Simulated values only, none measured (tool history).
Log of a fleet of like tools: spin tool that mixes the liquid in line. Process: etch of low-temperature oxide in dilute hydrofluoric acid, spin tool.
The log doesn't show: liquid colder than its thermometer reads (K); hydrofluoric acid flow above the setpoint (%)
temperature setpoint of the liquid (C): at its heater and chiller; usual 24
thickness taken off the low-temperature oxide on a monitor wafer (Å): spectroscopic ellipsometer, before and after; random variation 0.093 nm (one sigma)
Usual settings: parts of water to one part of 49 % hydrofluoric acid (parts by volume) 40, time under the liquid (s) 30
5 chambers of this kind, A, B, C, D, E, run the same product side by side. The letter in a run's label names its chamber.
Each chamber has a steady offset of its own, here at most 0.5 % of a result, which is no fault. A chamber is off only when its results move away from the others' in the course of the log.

| run | hour | temperature setpoint of the liquid (C) | parts of water to one part of 49 % hydrofluoric acid (parts by volume) | time under the liquid (s) | hours since the thermometer was replaced | hours since the hydrofluoric acid flow meter was replaced | read-back film thickness of the low-temperature oxide reference wafer, read on the same gauge (nm) | thickness taken off the low-temperature oxide on a monitor wafer (Å) |
|---|---|---|---|---|---|---|---|---|
| 1E | 9.4 | 24 | 40 | 30 | 1342.6 | 1481.7 | 40.016 | 238.53 |
| 2A | 18.7 | 24 | 40 | 30 | 659.3 | 646.5 | 39.984 | 238.79 |
| 3C | 24.7 | 24 | 40 | 30 | 991.6 | 254.1 | 39.983 | 237.95 |
| 4B | 34.7 | 24 | 40 | 30 | 494.2 | 343.4 | 40 | 241.11 |
| 5D | 41.4 | 24 | 40 | 30 | 233.6 | 118.3 | 39.986 | 239.07 |
| 6B | 47.8 | 24 | 40 | 30 | 507.3 | 356.5 | 39.994 | 239.97 |
| 7C | 54.9 | 24 | 40 | 30 | 1021.8 | 284.3 | 39.989 | 239.39 |
|  | 58.1 | chamber E: hydrofluoric acid flow meter replaced |
| 8D | 61.5 | 24 | 40 | 30 | 253.7 | 138.4 | 40.016 | 240.57 |
| 9E | 70.4 | 24 | 40 | 30 | 1403.6 | 12.3 | 39.93 | 237.95 |
| 10A | 76.2 | 26.5 | 40 | 45 | 716.8 | 704 | 39.971 | 398.46 |
| 11C | 84.9 | 26.5 | 40 | 45 | 1051.8 | 314.3 | 40.033 | 395.9 |
| 12A | 95.5 | 26.5 | 40 | 45 | 736.1 | 723.3 | 40.038 | 396.35 |
| 13E | 102.1 | 26.5 | 40 | 45 | 1435.3 | 44 | 39.964 | 400.73 |
| 14B | 112.1 | 26.5 | 40 | 45 | 571.6 | 420.8 | 40.029 | 400.57 |
| 15D | 117.1 | 24 | 40 | 30 | 309.3 | 194 | 40.002 | 240.29 |
| 16B | 126.1 | 24 | 40 | 30 | 585.6 | 434.8 | 40.039 | 240.15 |
| 17D | 133.3 | 24 | 40 | 30 | 325.5 | 210.2 | 40.023 | 239.73 |
| 18C | 144.4 | 24 | 40 | 30 | 1111.3 | 373.8 | 39.993 | 235.81 |
| 19A | 152.6 | 24 | 40 | 30 | 793.2 | 780.4 | 40.021 | 238.83 |
| 20E | 161.3 | 24 | 40 | 30 | 1494.5 | 103.2 | 40.013 | 239.65 |
| 21D | 167.9 | 24 | 40 | 30 | 360.1 | 244.8 | 39.963 | 238.43 |
| 22E | 175.3 | 24 | 40 | 30 | 1508.5 | 117.2 | 39.972 | 237.71 |
| 23A | 181.9 | 24 | 40 | 30 | 822.5 | 809.7 | 39.991 | 235.53 |
|  | 182.3 | chamber B: hydrofluoric acid flow meter replaced |
| 24B | 193 | 24 | 40 | 30 | 652.5 | 10.8 | 40.002 | 238.71 |
| 25C | 198.9 | 24 | 40 | 30 | 1165.8 | 428.3 | 39.987 | 237.04 |
| 26E | 209.5 | 24 | 40 | 30 | 1542.7 | 151.4 | 39.982 | 239.08 |
| 27D | 218.1 | 24 | 40 | 30 | 410.3 | 295 | 39.996 | 240.81 |
| 28C | 228.6 | 24 | 40 | 30 | 1195.5 | 458 | 39.996 | 237.22 |
| 29B | 238.2 | 24 | 20 | 50 | 697.7 | 56 | 39.972 | 806.13 |
| 30A | 249.2 | 24 | 20 | 50 | 889.8 | 877 | 39.996 | 808.9 |
| 31E | 258.8 | 24 | 20 | 50 | 1592 | 200.7 | 39.942 | 808.95 |
| 32A | 268.2 | 24 | 20 | 50 | 908.8 | 896 | 40.01 | 810.29 |
| 33B | 273.1 | 24 | 20 | 50 | 732.6 | 90.9 | 39.962 | 804.5 |
| 34C | 278.3 | 24 | 40 | 30 | 1245.2 | 507.7 | 39.983 | 238.37 |
|  | 279.6 | chamber E: thermometer replaced |
| 35D | 288.3 | 24 | 40 | 30 | 480.5 | 365.2 | 40.042 | 239.3 |
| 36A | 296.5 | 24 | 40 | 30 | 937.1 | 924.3 | 40.048 | 232.84 |
| 37B | 301.9 | 24 | 40 | 30 | 761.4 | 119.7 | 40 | 240.11 |
| 38E | 309.5 | 25.5 | 40 | 30 | 29.9 | 251.4 | 40.024 | 254.55 |
| 39D | 320.6 | 25.5 | 40 | 30 | 512.8 | 397.5 | 40.034 | 254.61 |
| 40C | 326.5 | 25.5 | 40 | 30 | 1293.4 | 555.9 | 39.96 | 251.87 |
| 41E | 336.9 | 25.5 | 40 | 30 | 57.3 | 278.8 | 40.023 | 251.91 |
| 42A | 347.7 | 25.5 | 40 | 30 | 988.3 | 975.5 | 40.052 | 243.3 |

All 5 chambers run these settings next. Forecast each chamber's results:
| 43A | 355.7 | 26 | 40 | 30 |  |  |  | ? |
| 43B | 355.7 | 26 | 40 | 30 |  |  |  | ? |
| 43C | 355.7 | 26 | 40 | 30 |  |  |  | ? |
| 43D | 355.7 | 26 | 40 | 30 |  |  |  | ? |
| 43E | 355.7 | 26 | 40 | 30 |  |  |  | ? |

| run | thickness taken off the low-temperature oxide on a monitor wafer (Å) |
|---|---|
| 43A | 248 |
| 43B | 261.13 |
| 43C | 257.28 |
| 43D | 260.13 |
| 43E | 258.2 |
